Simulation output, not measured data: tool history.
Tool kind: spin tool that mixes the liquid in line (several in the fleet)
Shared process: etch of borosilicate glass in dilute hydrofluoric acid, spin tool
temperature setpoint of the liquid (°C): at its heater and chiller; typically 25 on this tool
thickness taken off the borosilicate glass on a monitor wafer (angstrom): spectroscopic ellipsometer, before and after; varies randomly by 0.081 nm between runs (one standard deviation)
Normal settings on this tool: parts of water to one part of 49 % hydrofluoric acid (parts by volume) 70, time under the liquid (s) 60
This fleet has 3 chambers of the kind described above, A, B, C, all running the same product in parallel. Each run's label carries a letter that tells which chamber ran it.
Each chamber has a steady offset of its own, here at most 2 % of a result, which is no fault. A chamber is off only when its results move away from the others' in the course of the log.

run   hour  temperature setpoint of the liquid (°C)  parts of water to one part of 49 % hydrofluoric acid (parts by volume)  time under the liquid (s)  read-back film thickness of the borosilicate glass reference wafer, read on the same gauge (nm)  thickness taken off the borosilicate glass on a monitor wafer (angstrom)
 1B    5.4                                       25                                                                      70                         60                                                                                            69.95                                                                    212.86
 2A   13.5                                       25                                                                      70                         60                                                                                           69.957                                                                    214.99
 3C   22.4                                       25                                                                      70                         60                                                                                           70.006                                                                    215.49
      29.8  -- chamber B: thermometer replaced
 4A   33.7                                       25                                                                      70                         60                                                                                           69.954                                                                    213.28
 5C   42.5                                       25                                                                      70                         60                                                                                           70.055                                                                     215.7
 6B   53.2                                       25                                                                      70                         75                                                                                           70.002                                                                    265.79
 7C   61.3                                       25                                                                      70                         75                                                                                            69.98                                                                    269.42
 8B   70.2                                       25                                                                      70                         75                                                                                           69.989                                                                    264.91
 9A   81.5                                       22                                                                      70                         60                                                                                           70.004                                                                    190.26
10B   87.1                                       22                                                                      70                         60                                                                                            70.02                                                                     189.2
11A   94.6                                       22                                                                      70                         60                                                                                            69.99                                                                     188.6
12C  104.8                                       25                                                                      70                         40                                                                                           70.046                                                                    143.93
13B  111.3                                       25                                                                      70                         40                                                                                           70.001                                                                    142.21
14C  116.9                                       25                                                                      70                         40                                                                                           70.009                                                                    143.89
15A  126.1                                       25                                                                      70                         60                                                                                           70.016                                                                    212.31
16C  135.4                                       25                                                                      70                         60                                                                                           70.019                                                                    216.54
17B  145.9                                       25                                                                      70                         60                                                                                           70.009                                                                    213.39
18A  151.6                                       25                                                                      70                         60                                                                                           70.017                                                                    214.06
19A    158                                       25                                                                      70                         60                                                                                           70.014                                                                     212.1
20C  165.3                                       25                                                                      70                         60                                                                                           69.989                                                                    216.96
21B  172.7                                       25                                                                      70                         60                                                                                           70.031                                                                    211.88
22B  178.1                                       25                                                                      70                         60                                                                                           69.998                                                                    212.79
23A  187.4                                       25                                                                      80                         85                                                                                           69.941                                                                    262.06
24C  195.1                                       25                                                                      80                         85                                                                                           69.984                                                                    265.91
25B  202.1                                       25                                                                      80                         85                                                                                           70.053                                                                    261.16
26A  207.4                                       25                                                                      70                         60                                                                                           70.046                                                                     213.2
27C  214.6                                       25                                                                      70                         60                                                                                           69.978                                                                    218.59
28B  221.2                                       25                                                                      70                         60                                                                                           70.043                                                                    213.97
29A  228.4                                       25                                                                      70                         60                                                                                           69.995                                                                    214.63
30C  237.4                                       25                                                                      70                         60                                                                                           70.014                                                                    220.07
31A  245.2                                       25                                                                      70                         60                                                                                           70.023                                                                    214.32
32C    251                                       25                                                                      70                         60                                                                                           69.987                                                                    220.96
33B  259.9                                       25                                                                      70                         60                                                                                           69.996                                                                     213.9
34C    265                                       25                                                                      70                         60                                                                                           70.046                                                                    221.95
35B  273.3                                       25                                                                      70                         60                                                                                           69.961                                                                    212.33
36A  283.8                                       25                                                                      70                         60                                                                                           69.998                                                                    212.52
37A  290.7                                       25                                                                      70                         60                                                                                           69.991                                                                     213.8
38B  300.1                                       25                                                                      70                         60                                                                                           70.049                                                                    212.75

Is one chamber off against the others, does the gauge drift, or is nothing wrong? If a chamber is off, say which, and what the likeliest cause is.

It is chamber C that slowly wanders off from its peers.
What lies behind it: hydrofluoric acid flow above the setpoint (%) = 2.94.
From this log alone, it may not be told apart from: liquid hotter than its thermometer reads (K).

Which of the 4 candidates below, each the usual settings with something changed and its results left as question marks, puts chamber C back in line with what the other chambers give on the usual settings?
In-line tolerance around the mean of the other chambers on the usual settings: thickness taken off the borosilicate glass on a monitor wafer (angstrom) 2.8
39C-1  308.4                                       24                                                                      70                         60                                                                                                                                                                          ?
39C-2  308.4                                       26                                                                      70                         60                                                                                                                                                                          ?
39C-3  308.4                                       23                                                                      70                         60                                                                                                                                                                          ?
39C-4  308.4                                       27                                                                      70                         60                                                                                                                                                                          ?

Average result of the remaining chambers running the usual settings: thickness taken off the borosilicate glass on a monitor wafer (angstrom) 213.11
  run  thickness taken off the borosilicate glass on a monitor wafer (angstrom)
39C-1                                                                    213.71
39C-2                                                                    231.36
39C-3                                                                    205.26
39C-4                                                                    240.55
It is 39C-1 that realigns the chamber with its peers.
